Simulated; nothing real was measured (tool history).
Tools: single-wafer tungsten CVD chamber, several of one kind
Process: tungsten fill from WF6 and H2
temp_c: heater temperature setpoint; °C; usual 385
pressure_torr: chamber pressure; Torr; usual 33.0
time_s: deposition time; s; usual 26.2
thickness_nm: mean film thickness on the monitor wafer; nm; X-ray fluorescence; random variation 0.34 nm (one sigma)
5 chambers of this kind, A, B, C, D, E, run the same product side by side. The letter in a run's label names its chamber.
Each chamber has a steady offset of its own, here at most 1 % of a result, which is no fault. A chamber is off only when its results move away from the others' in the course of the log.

| run | hour | temp_c | pressure_torr | time_s | read-back reference wafer on the same gauge, thickness_nm | thickness_nm |
|---|---|---|---|---|---|---|
| 1B | 15.8 | 385 | 33.0 | 26.2 | 53.379 | 60.666 |
| 2D | 29.7 | 385 | 33.0 | 26.2 | 53.506 | 60.315 |
| 3A | 42.4 | 385 | 33.0 | 26.2 | 53.358 | 59.226 |
|  | 50.0 | chamber D: thermocouple changed; heater temperature recalibrated |
| 4C | 56.0 | 385 | 33.0 | 26.2 | 53.320 | 59.491 |
| 5E | 63.5 | 385 | 39.5 | 26.2 | 53.394 | 64.597 |
| 6A | 72.0 | 385 | 39.5 | 26.2 | 53.504 | 64.735 |
| 7C | 80.9 | 385 | 39.5 | 26.2 | 53.409 | 65.693 |
| 8D | 92.1 | 385 | 39.5 | 26.2 | 53.371 | 65.082 |
| 9B | 107.1 | 385 | 39.5 | 26.2 | 53.453 | 64.557 |
| 10E | 118.2 | 385 | 33.0 | 26.2 | 53.377 | 59.957 |
| 11D | 129.0 | 385 | 33.0 | 26.2 | 53.430 | 60.385 |
| 12C | 139.6 | 385 | 33.0 | 26.2 | 53.346 | 59.764 |
| 13B | 155.3 | 385 | 33.0 | 26.2 | 53.442 | 60.285 |
| 14E | 162.6 | 380 | 25.0 | 26.2 | 53.390 | 47.256 |
| 15A | 178.1 | 380 | 25.0 | 26.2 | 53.396 | 47.437 |
| 16B | 188.1 | 380 | 25.0 | 26.2 | 53.432 | 47.267 |
| 17C | 202.9 | 380 | 25.0 | 26.2 | 53.415 | 47.993 |
| 18E | 218.2 | 380 | 25.0 | 26.2 | 53.338 | 47.031 |
| 19D | 227.3 | 385 | 33.0 | 26.2 | 53.294 | 59.498 |
| 20A | 243.7 | 385 | 33.0 | 26.2 | 53.385 | 58.651 |
| 21D | 252.8 | 385 | 33.0 | 26.2 | 53.399 | 60.055 |
| 22E | 269.4 | 385 | 33.0 | 26.2 | 53.349 | 58.895 |
| 23B | 283.0 | 385 | 33.0 | 26.2 | 53.382 | 60.235 |
| 24A | 295.2 | 385 | 33.0 | 26.2 | 53.341 | 59.103 |
| 25C | 306.2 | 385 | 33.0 | 26.2 | 53.451 | 60.281 |
| 26C | 318.0 | 385 | 33.0 | 26.2 | 53.386 | 59.817 |
| 27A | 329.1 | 385 | 33.0 | 26.2 | 53.370 | 59.655 |
| 28E | 342.0 | 385 | 33.0 | 26.2 | 53.395 | 59.600 |
| 29D | 356.0 | 385 | 33.0 | 26.2 | 53.383 | 60.273 |
| 30B | 368.0 | 385 | 33.0 | 26.2 | 53.342 | 60.122 |
| 31B | 378.0 | 378 | 33.0 | 26.2 | 53.367 | 51.892 |
| 32D | 391.1 | 378 | 33.0 | 26.2 | 53.409 | 51.963 |
| 33E | 404.9 | 378 | 33.0 | 26.2 | 53.380 | 51.915 |
| 34A | 414.3 | 378 | 33.0 | 26.2 | 53.345 | 51.464 |
| 35C | 421.5 | 378 | 33.0 | 26.2 | 53.402 | 52.414 |
| 36C | 433.3 | 385 | 33.0 | 26.2 | 53.363 | 60.322 |
| 37D | 445.7 | 385 | 33.0 | 26.2 | 53.385 | 59.537 |
| 38B | 460.8 | 385 | 33.0 | 26.2 | 53.470 | 60.144 |
| 39E | 470.4 | 385 | 33.0 | 26.2 | 53.387 | 59.085 |
| 40A | 482.0 | 390 | 33.0 | 26.2 | 53.322 | 65.380 |

Is one chamber off against the others, does the gauge drift, or is nothing wrong? If a chamber is off, say which, and what the likeliest cause is.

No chamber stands off beyond its own small offset, and the gauge holds steady.
